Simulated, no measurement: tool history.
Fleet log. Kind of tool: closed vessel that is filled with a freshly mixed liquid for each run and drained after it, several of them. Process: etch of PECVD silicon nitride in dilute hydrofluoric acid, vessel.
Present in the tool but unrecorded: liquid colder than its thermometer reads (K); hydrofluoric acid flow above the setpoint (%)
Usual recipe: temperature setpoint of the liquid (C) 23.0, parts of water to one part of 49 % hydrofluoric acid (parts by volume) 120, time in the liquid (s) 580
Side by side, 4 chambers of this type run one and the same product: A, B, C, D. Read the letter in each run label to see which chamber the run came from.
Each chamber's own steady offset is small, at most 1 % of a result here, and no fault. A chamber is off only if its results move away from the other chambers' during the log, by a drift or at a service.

run,hour,temperature setpoint of the liquid (C),parts of water to one part of 49 % hydrofluoric acid (parts by volume),time in the liquid (s),hours since the thermometer was replaced,hours since the hydrofluoric acid flow meter was replaced,"read-back film thickness of the PECVD silicon nitride reference wafer, read on the same gauge (nm)",thickness taken off the PECVD silicon nitride on a monitor wafer (nm)
1D,9.0,23.0,120,580,71.7,50.8,49.995,10.2630
2A,19.3,23.0,120,580,797.8,606.3,50.005,10.5090
3B,26.7,23.0,120,580,829.6,277.0,50.015,10.5100
4C,31.9,23.0,120,580,168.6,164.3,50.017,10.5870
5A,39.9,23.0,120,580,818.4,626.9,50.015,10.6390
6D,49.3,23.0,120,580,112.0,91.1,50.006,10.4930
7B,57.7,23.0,120,580,860.6,308.0,50.008,10.4320
8C,64.0,23.0,120,580,200.7,196.4,50.003,10.4340
9C,71.5,23.0,120,580,208.2,203.9,50.020,10.4940
10A,81.7,23.0,120,580,860.2,668.7,49.992,10.4060
11D,87.5,23.0,120,580,150.2,129.3,49.994,10.5710
12B,92.7,23.0,120,580,895.6,343.0,50.000,10.4620
13A,99.4,23.0,120,580,877.9,686.4,49.997,10.5210
14D,109.0,23.0,120,580,171.7,150.8,50.005,10.3330
15B,117.5,23.0,120,580,920.4,367.8,49.990,10.3300
16C,127.2,23.0,155,770,263.9,259.6,50.000,10.6960
17A,138.1,23.0,155,770,916.6,725.1,49.993,10.8800
18D,148.8,23.0,155,770,211.5,190.6,50.030,10.6750
19C,160.6,23.0,155,770,297.3,293.0,49.992,10.3950
20B,168.1,23.0,120,580,971.0,418.4,49.994,10.5310
21D,179.6,23.0,120,890,242.3,221.4,50.005,16.1330
22C,185.8,23.0,120,890,322.5,318.2,49.989,15.4280
23A,196.9,23.0,120,890,975.4,783.9,49.990,16.1620
24B,208.3,23.0,120,890,1011.2,458.6,49.996,16.1850
25B,217.3,23.0,155,580,1020.2,467.6,50.015,8.1309
26A,226.5,23.0,155,580,1005.0,813.5,50.014,8.0680
27D,237.6,23.0,155,580,300.3,279.4,49.998,8.1552
28C,243.9,23.0,155,580,380.6,376.3,49.992,7.5664
29B,251.0,23.0,120,580,1053.9,501.3,49.982,10.2980
30C,260.5,23.0,120,580,397.2,392.9,50.022,9.6984
31D,270.2,20.5,145,580,332.9,312.0,50.030,7.2892
32A,281.5,20.5,145,580,1060.0,868.5,49.995,7.3195
33A,290.1,20.5,145,580,1068.6,877.1,49.985,7.2714
34C,295.4,20.5,145,580,432.1,427.8,50.016,6.7860
35B,303.2,23.0,120,580,1106.1,553.5,50.005,10.4900
36D,312.4,23.0,120,580,375.1,354.2,50.003,10.3360
37C,322.7,23.0,120,580,459.4,455.1,49.977,9.4852
38D,328.3,23.0,120,580,391.0,370.1,50.005,10.4990
39B,337.9,23.0,120,580,1140.8,588.2,50.000,10.6850
40A,344.1,23.0,120,580,1122.6,931.1,50.012,10.4360
41C,352.3,23.0,120,580,489.0,484.7,49.989,9.3990

All chambers now run identical settings, listed one chamber a line with results as question marks. What results will each chamber show?
42A,360.9,23.0,120,580,,,,?
42B,360.9,23.0,120,580,,,,?
42C,360.9,23.0,120,580,,,,?
42D,360.9,23.0,120,580,,,,?

run,thickness taken off the PECVD silicon nitride on a monitor wafer (nm)
42A,10.5120
42B,10.3970
42C,9.2536
42D,10.5800

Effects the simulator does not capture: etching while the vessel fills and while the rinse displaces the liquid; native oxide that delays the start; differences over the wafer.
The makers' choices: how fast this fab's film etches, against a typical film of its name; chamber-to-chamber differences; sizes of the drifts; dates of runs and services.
